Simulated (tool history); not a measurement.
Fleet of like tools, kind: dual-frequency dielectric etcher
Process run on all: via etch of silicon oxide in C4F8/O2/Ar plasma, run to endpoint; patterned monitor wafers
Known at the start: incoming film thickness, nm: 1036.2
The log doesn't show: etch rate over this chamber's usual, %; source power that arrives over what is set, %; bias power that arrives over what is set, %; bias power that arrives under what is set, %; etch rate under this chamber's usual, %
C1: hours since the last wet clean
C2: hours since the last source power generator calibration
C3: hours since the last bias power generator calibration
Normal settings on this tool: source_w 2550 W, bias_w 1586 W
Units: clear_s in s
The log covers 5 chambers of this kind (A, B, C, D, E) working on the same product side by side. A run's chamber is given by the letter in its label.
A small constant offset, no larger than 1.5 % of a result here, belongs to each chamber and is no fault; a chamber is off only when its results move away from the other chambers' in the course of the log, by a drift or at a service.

Run 1B, hour 7.6: usual settings; C1 292.5; C2 2119.6; C3 1960.1. Result: clear_s 198.89 s.
Run 2A, hour 15.3: usual settings; C1 474.6; C2 2545.8; C3 1603.5. Result: clear_s 195.85 s.
Run 3D, hour 22.0: usual settings; C1 253.8; C2 175.9; C3 4020.8. Result: clear_s 195.66 s.
Run 4E, hour 28.5: usual settings; C1 407.1; C2 500.2; C3 268.5. Result: clear_s 197.97 s.
Run 5C, hour 33.4: usual settings but source_w 2100 W; C1 190.2; C2 1156.4; C3 2781.1. Result: clear_s 211.47 s.
Run 6C, hour 38.5: usual settings but source_w 2100 W; C1 195.3; C2 1161.5; C3 2786.2. Result: clear_s 212.75 s.
Run 7E, hour 47.0: usual settings but source_w 2100 W; C1 425.6; C2 518.7; C3 287.0. Result: clear_s 213.36 s.
Run 8A, hour 55.7: usual settings but source_w 2100 W; C1 515.0; C2 2586.2; C3 1643.9. Result: clear_s 211.79 s.
Run 9B, hour 61.2: usual settings but source_w 2100 W; C1 346.1; C2 2173.2; C3 2013.7. Result: clear_s 214.76 s.
Run 10D, hour 66.5: usual settings but source_w 2940 W, bias_w 1444 W; C1 298.3; C2 220.4; C3 4065.3. Result: clear_s 190.59 s.
Run 11D, hour 72.8: usual settings but source_w 2940 W, bias_w 1444 W; C1 304.6; C2 226.7; C3 4071.6. Result: clear_s 190.73 s.
Run 12E, hour 77.5: usual settings but source_w 2940 W, bias_w 1444 W; C1 456.1; C2 549.2; C3 317.5. Result: clear_s 191.85 s.
Run 13C, hour 86.0: usual settings but source_w 2940 W, bias_w 1444 W; C1 242.8; C2 1209.0; C3 2833.7. Result: clear_s 189.03 s.
At hour 93.0: chamber A: wet clean of the chamber.
Run 14A, hour 94.7: usual settings but source_w 2940 W, bias_w 1444 W; C1 1.7; C2 2625.2; C3 1682.9. Result: clear_s 189.56 s.
Run 15B, hour 101.4: usual settings; C1 386.3; C2 2213.4; C3 2053.9. Result: clear_s 197.53 s.
Run 16E, hour 106.6: usual settings but source_w 3120 W; C1 485.2; C2 578.3; C3 346.6. Result: clear_s 181.82 s.
At hour 108.0: chamber E: wet clean of the chamber.
Run 17B, hour 111.2: usual settings but source_w 3120 W; C1 396.1; C2 2223.2; C3 2063.7. Result: clear_s 183.02 s.
Run 18C, hour 115.9: usual settings but source_w 3120 W; C1 272.7; C2 1238.9; C3 2863.6. Result: clear_s 179.39 s.
At hour 116.3: chamber B: wet clean of the chamber.
Run 19A, hour 122.5: usual settings but source_w 3120 W; C1 29.5; C2 2653.0; C3 1710.7. Result: clear_s 180.37 s.
Run 20D, hour 127.7: usual settings but source_w 3120 W; C1 359.5; C2 281.6; C3 4126.5. Result: clear_s 181.84 s.
Run 21B, hour 135.4: usual settings; C1 19.1; C2 2247.4; C3 2087.9. Result: clear_s 198.51 s.
Run 22D, hour 141.9: usual settings; C1 373.7; C2 295.8; C3 4140.7. Result: clear_s 196.54 s.
Run 23C, hour 148.7: usual settings; C1 305.5; C2 1271.7; C3 2896.4. Result: clear_s 195.56 s.
Run 24A, hour 156.0: usual settings; C1 63.0; C2 2686.5; C3 1744.2. Result: clear_s 195.72 s.
Run 25E, hour 164.6: usual settings but source_w 2810 W, bias_w 1903 W; C1 56.7; C2 636.3; C3 404.6. Result: clear_s 177.00 s.
Run 26C, hour 172.8: usual settings but source_w 2810 W, bias_w 1903 W; C1 329.6; C2 1295.8; C3 2920.5. Result: clear_s 179.25 s.
Run 27E, hour 177.4: usual settings but source_w 2810 W, bias_w 1903 W; C1 69.5; C2 649.1; C3 417.4. Result: clear_s 177.03 s.
Run 28B, hour 182.1: usual settings but source_w 2810 W, bias_w 1903 W; C1 65.8; C2 2294.1; C3 2134.6. Result: clear_s 181.05 s.
Run 29A, hour 188.1: usual settings but source_w 2810 W, bias_w 1903 W; C1 95.1; C2 2718.6; C3 1776.3. Result: clear_s 180.15 s.
Run 30D, hour 195.0: usual settings; C1 426.8; C2 348.9; C3 4193.8. Result: clear_s 196.76 s.
Run 31E, hour 203.3: usual settings; C1 95.4; C2 675.0; C3 443.3. Result: clear_s 193.47 s.
Run 32B, hour 211.5: usual settings; C1 95.2; C2 2323.5; C3 2164.0. Result: clear_s 198.44 s.

All 5 chambers run these settings next. Forecast each chamber's results:
Run 33A, hour 218.0: usual settings. Result: clear_s ?.
Run 33B, hour 218.0: usual settings. Result: clear_s ?.
Run 33C, hour 218.0: usual settings. Result: clear_s ?.
Run 33D, hour 218.0: usual settings. Result: clear_s ?.
Run 33E, hour 218.0: usual settings. Result: clear_s ?.

run  clear_s
33A   196.30
33B   198.13
33C   195.80
33D   197.77
33E   193.60

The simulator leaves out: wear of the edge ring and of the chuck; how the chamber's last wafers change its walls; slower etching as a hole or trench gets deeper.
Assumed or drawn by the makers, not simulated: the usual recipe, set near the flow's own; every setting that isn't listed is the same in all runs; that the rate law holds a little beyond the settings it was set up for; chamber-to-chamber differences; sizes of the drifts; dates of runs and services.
